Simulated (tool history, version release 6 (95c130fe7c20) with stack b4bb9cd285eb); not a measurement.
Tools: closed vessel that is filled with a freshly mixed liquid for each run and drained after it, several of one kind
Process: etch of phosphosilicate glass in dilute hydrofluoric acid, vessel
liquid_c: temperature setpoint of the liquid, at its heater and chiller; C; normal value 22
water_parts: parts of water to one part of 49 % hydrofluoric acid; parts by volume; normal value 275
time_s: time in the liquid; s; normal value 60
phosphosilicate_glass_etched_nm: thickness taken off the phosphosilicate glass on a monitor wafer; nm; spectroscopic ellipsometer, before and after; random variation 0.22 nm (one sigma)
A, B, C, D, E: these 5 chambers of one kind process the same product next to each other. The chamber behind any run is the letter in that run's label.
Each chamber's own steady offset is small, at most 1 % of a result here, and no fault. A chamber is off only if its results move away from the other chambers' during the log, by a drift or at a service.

| run | hour | liquid_c | water_parts | time_s | hours since the thermometer was replaced | hours since the hydrofluoric acid flow meter was replaced | read-back film thickness of the phosphosilicate glass reference wafer, read on the same gauge (nm) | phosphosilicate_glass_etched_nm |
|---|---|---|---|---|---|---|---|---|
| 1E | 5 | 22 | 275 | 60 | 444.5 | 133.9 | 69.983 | 33.844 |
| 2D | 11.9 | 22 | 275 | 60 | 533.5 | 528.4 | 69.998 | 33.213 |
| 3B | 15 | 22 | 275 | 60 | 2478.2 | 1363 | 69.999 | 33.602 |
| 4C | 18.1 | 22 | 275 | 60 | 969.5 | 463.2 | 69.963 | 33.943 |
| 5A | 24.5 | 22 | 275 | 60 | 616.4 | 765.7 | 69.992 | 33.445 |
| 6A | 29.8 | 22 | 275 | 60 | 621.7 | 771 | 69.985 | 33.506 |
| 7B | 35.3 | 24.5 | 275 | 60 | 2498.5 | 1383.3 | 70.001 | 37.139 |
| 8E | 40.4 | 24.5 | 275 | 60 | 479.9 | 169.3 | 70.025 | 36.517 |
| 9D | 44 | 24.5 | 275 | 60 | 565.6 | 560.5 | 69.972 | 36.184 |
| 10C | 48.9 | 24.5 | 275 | 60 | 1000.3 | 494 | 70.017 | 36.691 |
| 11B | 55.8 | 24.5 | 275 | 60 | 2519 | 1403.8 | 69.985 | 36.746 |
|  | 58.8 | chamber C: hydrofluoric acid flow meter replaced |
| 12C | 60.3 | 22 | 275 | 60 | 1011.7 | 1.5 | 69.995 | 33.626 |
| 13E | 63.5 | 22 | 275 | 60 | 503 | 192.4 | 70.013 | 33.529 |
| 14D | 67.1 | 22 | 275 | 60 | 588.7 | 583.6 | 69.954 | 32.821 |
| 15A | 70.3 | 24.5 | 275 | 60 | 662.2 | 811.5 | 70.016 | 36.303 |
| 16B | 75.4 | 24.5 | 275 | 60 | 2538.6 | 1423.4 | 69.994 | 36.628 |
| 17A | 81.7 | 24.5 | 275 | 60 | 673.6 | 822.9 | 70.015 | 36.446 |
| 18E | 85.8 | 24.5 | 275 | 60 | 525.3 | 214.7 | 70.003 | 36.845 |
| 19C | 90.6 | 24.5 | 275 | 60 | 1042 | 31.8 | 70.032 | 36.716 |
| 20D | 93.9 | 22 | 275 | 80 | 615.5 | 610.4 | 69.98 | 44.732 |
| 21A | 99.8 | 22 | 275 | 80 | 691.7 | 841 | 69.987 | 44.21 |
| 22D | 102.9 | 22 | 275 | 80 | 624.5 | 619.4 | 70.043 | 44.301 |
| 23B | 108.5 | 22 | 275 | 80 | 2571.7 | 1456.5 | 69.967 | 44.853 |
| 24C | 114.2 | 22 | 275 | 80 | 1065.6 | 55.4 | 69.978 | 44.935 |
| 25E | 119.7 | 22 | 275 | 60 | 559.2 | 248.6 | 70.018 | 33.684 |
| 26E | 124.6 | 22 | 275 | 60 | 564.1 | 253.5 | 69.972 | 33.304 |
| 27A | 128.7 | 22 | 275 | 60 | 720.6 | 869.9 | 70.006 | 32.864 |
| 28D | 132 | 22 | 275 | 60 | 653.6 | 648.5 | 70.007 | 33.837 |
| 29C | 137.7 | 22 | 275 | 60 | 1089.1 | 78.9 | 70.022 | 33.753 |
| 30B | 142.1 | 22 | 275 | 60 | 2605.3 | 1490.1 | 70.019 | 33.611 |
| 31C | 148.9 | 25.5 | 275 | 60 | 1100.3 | 90.1 | 69.979 | 37.568 |
| 32E | 152.7 | 25.5 | 275 | 60 | 592.2 | 281.6 | 70.01 | 37.91 |
| 33B | 159.5 | 25.5 | 275 | 60 | 2622.7 | 1507.5 | 70.006 | 37.866 |
| 34A | 162.9 | 25.5 | 275 | 60 | 754.8 | 904.1 | 70.019 | 37.499 |
| 35D | 169.2 | 25.5 | 275 | 60 | 690.8 | 685.7 | 70.022 | 39.309 |
| 36E | 173.3 | 19 | 275 | 40 | 612.8 | 302.2 | 69.989 | 20.107 |
| 37A | 179.3 | 19 | 275 | 40 | 771.2 | 920.5 | 70.01 | 19.855 |
| 38D | 182.7 | 19 | 275 | 40 | 704.3 | 699.2 | 69.985 | 20.793 |
| 39B | 189.2 | 19 | 275 | 40 | 2652.4 | 1537.2 | 69.997 | 19.962 |

Has any chamber moved away from the others, gradually or after a service, or does the common gauge drift, or do the chambers differ only by their own small steady offsets? State the chamber and the most likely cause if one applies.

Chamber D drifts away from the others.
What lies behind it: liquid hotter than its thermometer reads (K) = 1.47.
Not necessarily distinguishable in this log from: hydrofluoric acid flow above the setpoint (%).

Below are 4 candidate recipes for chamber D's next run, each the usual settings with a change, their results shown as question marks. Which of them brings D's results back in line with what the other chambers give on the usual settings?
To be in line, a result may differ from the other chambers' mean on the usual settings by at most: phosphosilicate_glass_etched_nm 0.77 nm
| 40D-1 | 194.2 | 22 | 265 | 60 |  |  |  | ? |
| 40D-2 | 194.2 | 22 | 275 | 55 |  |  |  | ? |
| 40D-3 | 194.2 | 22 | 285 | 60 |  |  |  | ? |
| 40D-4 | 194.2 | 22 | 275 | 65 |  |  |  | ? |

Other chambers, usual settings, mean: phosphosilicate_glass_etched_nm 33.42 nm
| run | phosphosilicate_glass_etched_nm |
|---|---|
| 40D-1 | 36.722 |
| 40D-2 | 32.094 |
| 40D-3 | 33.431 |
| 40D-4 | 37.93 |
Change 40D-3 lands the chamber within the allowed miss of the other chambers.
